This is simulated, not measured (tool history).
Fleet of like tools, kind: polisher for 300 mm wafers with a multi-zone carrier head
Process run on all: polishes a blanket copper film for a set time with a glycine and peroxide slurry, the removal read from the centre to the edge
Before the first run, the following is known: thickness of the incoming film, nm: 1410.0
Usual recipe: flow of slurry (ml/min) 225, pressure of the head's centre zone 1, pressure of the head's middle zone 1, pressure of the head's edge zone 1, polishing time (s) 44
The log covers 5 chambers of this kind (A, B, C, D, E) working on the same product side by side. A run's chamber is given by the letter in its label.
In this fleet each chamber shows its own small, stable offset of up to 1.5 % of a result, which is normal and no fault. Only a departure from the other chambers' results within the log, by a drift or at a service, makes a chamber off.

| run | hour | flow of slurry (ml/min) | pressure of the head's centre zone | pressure of the head's middle zone | pressure of the head's edge zone | polishing time (s) | wafers polished on this pad | hours since the slurry nozzle was cleaned | hours since the centre zone pressure was calibrated | hours since the edge zone pressure was calibrated | film removed at the wafer's centre (Å) | film removed at mid-radius (Å) | film removed at the wafer's edge (Å) |
|---|---|---|---|---|---|---|---|---|---|---|---|---|---|
| 1E | 3.4 | 225 | 1 | 1 | 1 | 44 | 658 | 48.2 | 382.4 | 1240.6 | 2262.2 | 2193.2 | 2236.1 |
|  | 5.1 | chamber D: worn pad replaced by a new one |
| 2D | 5.9 | 225 | 1 | 1 | 1 | 44 | 12 | 598.8 | 345.3 | 283.3 | 2152.4 | 2153 | 2139.2 |
|  | 6 | chamber A: slurry nozzle cleaned |
| 3C | 9 | 225 | 1 | 1 | 1 | 44 | 415 | 509.3 | 594.1 | 189.4 | 2167.3 | 2158.3 | 2171 |
| 4A | 11.2 | 225 | 1 | 1 | 1 | 44 | 1224 | 5.3 | 883 | 292 | 2179.7 | 2163 | 2203.9 |
| 5B | 15.7 | 225 | 1 | 1 | 1 | 44 | 1062 | 557.4 | 386.4 | 180.5 | 2211.7 | 2223.3 | 2156.7 |
|  | 18.5 | chamber B: worn pad replaced by a new one |
| 6B | 20 | 225 | 1 | 1 | 1 | 54 | 24 | 561.7 | 390.7 | 184.8 | 2674.7 | 2720.6 | 2647.8 |
|  | 23.5 | chamber C: centre zone pressure recalibrated |
| 7D | 23.7 | 225 | 1 | 1 | 1 | 54 | 294 | 616.6 | 363.1 | 301.1 | 2718.4 | 2641.7 | 2672.7 |
|  | 24.1 | chamber C: worn pad replaced by a new one |
|  | 24.2 | chamber B: slurry nozzle cleaned |
|  | 25.6 | chamber D: slurry nozzle cleaned |
| 8A | 27.7 | 225 | 1 | 1 | 1 | 54 | 1485 | 21.8 | 899.5 | 308.5 | 2706.6 | 2672.7 | 2656.3 |
|  | 29 | chamber A: worn pad replaced by a new one |
| 9E | 32.4 | 225 | 1 | 1 | 1 | 54 | 1117 | 77.2 | 411.4 | 1269.6 | 2723.2 | 2686.2 | 2657.5 |
| 10C | 35.1 | 225 | 1 | 1 | 1 | 54 | 175 | 535.4 | 11.7 | 215.5 | 2695.9 | 2649.6 | 2717.1 |
| 11C | 38.7 | 225 | 1 | 1 | 1 | 44 | 232 | 539 | 15.3 | 219.1 | 2244.1 | 2149 | 2178.9 |
|  | 40.8 | chamber E: worn pad replaced by a new one |
|  | 41.7 | chamber D: worn pad replaced by a new one |
| 12A | 43.2 | 225 | 1 | 1 | 1 | 44 | 225 | 37.3 | 915 | 324 | 2193.9 | 2195.5 | 2167.1 |
| 13B | 45.4 | 225 | 1 | 1 | 1 | 44 | 426 | 21.2 | 416.1 | 210.2 | 2172 | 2226 | 2243.6 |
|  | 48.1 | chamber A: centre zone pressure recalibrated |
| 14D | 49.5 | 225 | 1 | 1 | 1 | 44 | 123 | 23.9 | 388.9 | 326.9 | 2189.4 | 2173.9 | 2212.5 |
| 15E | 53.5 | 225 | 1 | 1 | 1 | 44 | 202 | 98.3 | 432.5 | 1290.7 | 2222.8 | 2191.7 | 2168.5 |
| 16E | 56.9 | 225 | 1 | 1 | 1 | 44 | 256 | 101.7 | 435.9 | 1294.1 | 2233 | 2202.7 | 2169.1 |
|  | 59.3 | chamber C: slurry nozzle cleaned |
| 17B | 60.2 | 225 | 1 | 1 | 1 | 44 | 661 | 36 | 430.9 | 225 | 2217.2 | 2158.7 | 2227.5 |
| 18C | 64 | 225 | 1 | 1 | 1 | 44 | 632 | 4.8 | 40.6 | 244.4 | 2156.8 | 2166.2 | 2178 |
|  | 64.4 | chamber C: worn pad replaced by a new one |
| 19A | 67.6 | 225 | 1 | 1.06 | 1 | 44 | 611 | 61.7 | 19.5 | 348.4 | 1999.9 | 2299.6 | 2171.2 |
| 20D | 71.3 | 225 | 1 | 1.06 | 1 | 44 | 468 | 45.7 | 410.7 | 348.7 | 2211.5 | 2265.2 | 2206.8 |
| 21E | 75.3 | 225 | 1 | 1.06 | 1 | 44 | 547 | 120.1 | 454.3 | 1312.5 | 2246.7 | 2330.8 | 2222.9 |
| 22A | 78.9 | 225 | 1 | 1.06 | 1 | 44 | 790 | 73 | 30.8 | 359.7 | 1954.1 | 2274 | 2165.9 |
|  | 81.3 | chamber D: worn pad replaced by a new one |
| 23D | 82.3 | 225 | 1 | 1.06 | 1 | 44 | 16 | 56.7 | 421.7 | 359.7 | 2102.2 | 2268.5 | 2165.2 |
| 24B | 85.7 | 225 | 1 | 1 | 1 | 44 | 1065 | 61.5 | 456.4 | 250.5 | 2217.1 | 2224.5 | 2196.8 |
| 25C | 88.8 | 225 | 1 | 1 | 1 | 44 | 386 | 29.6 | 65.4 | 269.2 | 2223.8 | 2182.5 | 2199.7 |
|  | 89.6 | chamber B: worn pad replaced by a new one |
| 26C | 91 | 225 | 1 | 1 | 1 | 44 | 421 | 31.8 | 67.6 | 271.4 | 2213.7 | 2168.1 | 2170.9 |
| 27A | 95.4 | 225 | 1.07 | 1 | 1 | 44 | 1052 | 89.5 | 47.3 | 376.2 | 2125.2 | 2165.8 | 2221.6 |
| 28E | 97.9 | 225 | 1.07 | 1 | 1 | 44 | 905 | 142.7 | 476.9 | 1335.1 | 2366.1 | 2217 | 2195.5 |
| 29D | 101.1 | 225 | 1.07 | 1 | 1 | 44 | 313 | 75.5 | 440.5 | 378.5 | 2355.4 | 2178 | 2160 |
| 30B | 104.2 | 225 | 1.07 | 1 | 1 | 44 | 232 | 80 | 474.9 | 269 | 2358.8 | 2231.3 | 2221 |
|  | 104.6 | chamber E: edge zone pressure recalibrated |
|  | 107.4 | chamber C: worn pad replaced by a new one |
| 31D | 108 | 225 | 1.07 | 1 | 1 | 44 | 423 | 82.4 | 447.4 | 385.4 | 2319.4 | 2188.4 | 2181.6 |
| 32C | 110.1 | 225 | 1 | 1 | 1 | 44 | 44 | 50.9 | 86.7 | 290.5 | 2197.2 | 2179.6 | 2160.5 |
| 33A | 113.7 | 225 | 1 | 1 | 1 | 44 | 1341 | 107.8 | 65.6 | 394.5 | 1982 | 2156.4 | 2160.9 |
| 34E | 117.3 | 225 | 1 | 1 | 1 | 44 | 1212 | 162.1 | 496.3 | 12.7 | 2251.5 | 2208.5 | 2207.7 |
| 35B | 121.4 | 225 | 1 | 1 | 1 | 44 | 505 | 97.2 | 492.1 | 286.2 | 2241.8 | 2220.6 | 2151.9 |

Next, every chamber runs the same settings. What will each give?
| 36A | 124.9 | 225 | 1 | 1 | 0.96 | 44 |  |  |  |  | ? | ? | ? |
| 36B | 124.9 | 225 | 1 | 1 | 0.96 | 44 |  |  |  |  | ? | ? | ? |
| 36C | 124.9 | 225 | 1 | 1 | 0.96 | 44 |  |  |  |  | ? | ? | ? |
| 36D | 124.9 | 225 | 1 | 1 | 0.96 | 44 |  |  |  |  | ? | ? | ? |
| 36E | 124.9 | 225 | 1 | 1 | 0.96 | 44 |  |  |  |  | ? | ? | ? |

| run | film removed at the wafer's centre (Å) | film removed at mid-radius (Å) | film removed at the wafer's edge (Å) |
|---|---|---|---|
| 36A | 2046.4 | 2150.8 | 2081.5 |
| 36B | 2167.3 | 2173 | 2102.6 |
| 36C | 2223.1 | 2210.3 | 2087.1 |
| 36D | 2120.3 | 2183.7 | 2147.8 |
| 36E | 2223.7 | 2158.1 | 2117.5 |
